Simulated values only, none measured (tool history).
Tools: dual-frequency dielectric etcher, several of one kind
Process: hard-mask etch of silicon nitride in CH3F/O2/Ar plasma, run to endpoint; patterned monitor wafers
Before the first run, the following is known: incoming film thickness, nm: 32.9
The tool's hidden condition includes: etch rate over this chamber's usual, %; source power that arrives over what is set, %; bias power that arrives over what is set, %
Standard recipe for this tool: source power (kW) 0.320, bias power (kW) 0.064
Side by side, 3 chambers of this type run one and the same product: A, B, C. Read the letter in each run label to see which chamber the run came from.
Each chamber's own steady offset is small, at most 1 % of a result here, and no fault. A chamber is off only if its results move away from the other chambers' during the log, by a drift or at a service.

| run | hour | source power (kW) | bias power (kW) | hours since the last wet clean | hours since the last source power generator calibration | hours since the last bias power generator calibration | endpoint time (s) |
|---|---|---|---|---|---|---|---|
| 1B | 4.4 | 0.320 | 0.064 | 580.4 | 717.5 | 2013.4 | 53.062 |
|  | 7.0 | chamber C: wet clean of the chamber |
| 2A | 7.3 | 0.320 | 0.064 | 223.0 | 2690.7 | 183.1 | 53.045 |
| 3C | 10.0 | 0.320 | 0.064 | 3.0 | 1971.3 | 396.0 | 54.078 |
|  | 13.1 | chamber B: wet clean of the chamber |
| 4A | 13.7 | 0.320 | 0.064 | 229.4 | 2697.1 | 189.5 | 52.924 |
| 5B | 17.4 | 0.320 | 0.064 | 4.4 | 730.5 | 2026.4 | 53.619 |
| 6C | 21.9 | 0.320 | 0.064 | 14.9 | 1983.2 | 407.9 | 54.432 |
| 7B | 26.7 | 0.250 | 0.064 | 13.7 | 739.8 | 2035.7 | 58.406 |
| 8C | 30.2 | 0.250 | 0.064 | 23.2 | 1991.5 | 416.2 | 59.573 |
| 9A | 32.8 | 0.250 | 0.064 | 248.5 | 2716.2 | 208.6 | 58.628 |
| 10C | 36.8 | 0.380 | 0.074 | 29.8 | 1998.1 | 422.8 | 47.618 |
| 11B | 40.5 | 0.380 | 0.074 | 27.5 | 753.6 | 2049.5 | 47.787 |
| 12A | 45.2 | 0.380 | 0.074 | 260.9 | 2728.6 | 221.0 | 47.470 |
| 13A | 49.0 | 0.290 | 0.064 | 264.7 | 2732.4 | 224.8 | 55.648 |
| 14C | 51.6 | 0.290 | 0.064 | 44.6 | 2012.9 | 437.6 | 56.118 |
| 15B | 56.1 | 0.290 | 0.064 | 43.1 | 769.2 | 2065.1 | 56.004 |
| 16C | 59.5 | 0.320 | 0.064 | 52.5 | 2020.8 | 445.5 | 53.931 |
| 17A | 62.4 | 0.370 | 0.059 | 278.1 | 2745.8 | 238.2 | 51.920 |
| 18B | 66.5 | 0.370 | 0.059 | 53.5 | 779.6 | 2075.5 | 51.510 |
| 19B | 71.5 | 0.370 | 0.059 | 58.5 | 784.6 | 2080.5 | 52.221 |
| 20C | 76.3 | 0.320 | 0.050 | 69.3 | 2037.6 | 462.3 | 58.292 |
| 21A | 78.5 | 0.320 | 0.050 | 294.2 | 2761.9 | 254.3 | 57.424 |
| 22C | 81.8 | 0.320 | 0.050 | 74.8 | 2043.1 | 467.8 | 57.848 |
| 23B | 85.1 | 0.320 | 0.064 | 72.1 | 798.2 | 2094.1 | 53.570 |
| 24A | 89.1 | 0.320 | 0.064 | 304.8 | 2772.5 | 264.9 | 52.362 |
| 25A | 93.1 | 0.320 | 0.064 | 308.8 | 2776.5 | 268.9 | 51.816 |
| 26C | 97.6 | 0.320 | 0.064 | 90.6 | 2058.9 | 483.6 | 53.868 |
| 27B | 101.3 | 0.320 | 0.064 | 88.3 | 814.4 | 2110.3 | 53.586 |
| 28C | 106.2 | 0.320 | 0.064 | 99.2 | 2067.5 | 492.2 | 53.956 |
| 29A | 110.8 | 0.380 | 0.054 | 326.5 | 2794.2 | 286.6 | 51.832 |
| 30B | 114.1 | 0.380 | 0.054 | 101.1 | 827.2 | 2123.1 | 52.999 |
| 31C | 117.9 | 0.380 | 0.054 | 110.9 | 2079.2 | 503.9 | 53.275 |
| 32B | 122.6 | 0.270 | 0.053 | 109.6 | 835.7 | 2131.6 | 60.052 |
| 33A | 125.1 | 0.270 | 0.053 | 340.8 | 2808.5 | 300.9 | 58.587 |
| 34B | 130.2 | 0.270 | 0.053 | 117.2 | 843.3 | 2139.2 | 60.499 |
| 35A | 132.9 | 0.320 | 0.064 | 348.6 | 2816.3 | 308.7 | 51.895 |
| 36C | 137.0 | 0.320 | 0.064 | 130.0 | 2098.3 | 523.0 | 53.820 |
| 37C | 140.9 | 0.320 | 0.064 | 133.9 | 2102.2 | 526.9 | 53.192 |
| 38B | 143.6 | 0.320 | 0.064 | 130.6 | 856.7 | 2152.6 | 54.402 |
| 39A | 146.7 | 0.320 | 0.064 | 362.4 | 2830.1 | 322.5 | 52.001 |
| 40A | 151.5 | 0.320 | 0.064 | 367.2 | 2834.9 | 327.3 | 51.620 |
| 41B | 154.5 | 0.320 | 0.064 | 141.5 | 867.6 | 2163.5 | 53.831 |
| 42C | 158.1 | 0.320 | 0.064 | 151.1 | 2119.4 | 544.1 | 54.170 |
| 43B | 162.8 | 0.320 | 0.064 | 149.8 | 875.9 | 2171.8 | 53.593 |

Decide between three cases: one chamber stands off from its peers, the gauge reading all wafers drifts, or nothing is wrong past each chamber's small offset. Where a chamber is off, say which and what most likely put it there.

It is chamber A that slowly wanders off from its peers.
Likeliest cause: etch rate over this chamber's usual, % = 3.96.

Here are 4 candidates for chamber A's next run, each the usual settings with a change, their results left as question marks. Which one brings its results back in line with what the others give on the usual settings?
To be in line, a result may differ from the other chambers' mean on the usual settings by at most: endpoint time (s) 1.400
| 44A-1 | 166.5 | 0.300 | 0.060 |  |  |  | ? |
| 44A-2 | 166.5 | 0.360 | 0.064 |  |  |  | ? |
| 44A-3 | 166.5 | 0.360 | 0.072 |  |  |  | ? |
| 44A-4 | 166.5 | 0.280 | 0.056 |  |  |  | ? |

On the usual settings, the other chambers give on average: endpoint time (s) 53.742
| run | endpoint time (s) |
|---|---|
| 44A-1 | 53.472 |
| 44A-2 | 48.852 |
| 44A-3 | 46.929 |
| 44A-4 | 56.161 |
The answer is 44A-1, which returns the chamber to within the allowed miss of the others.
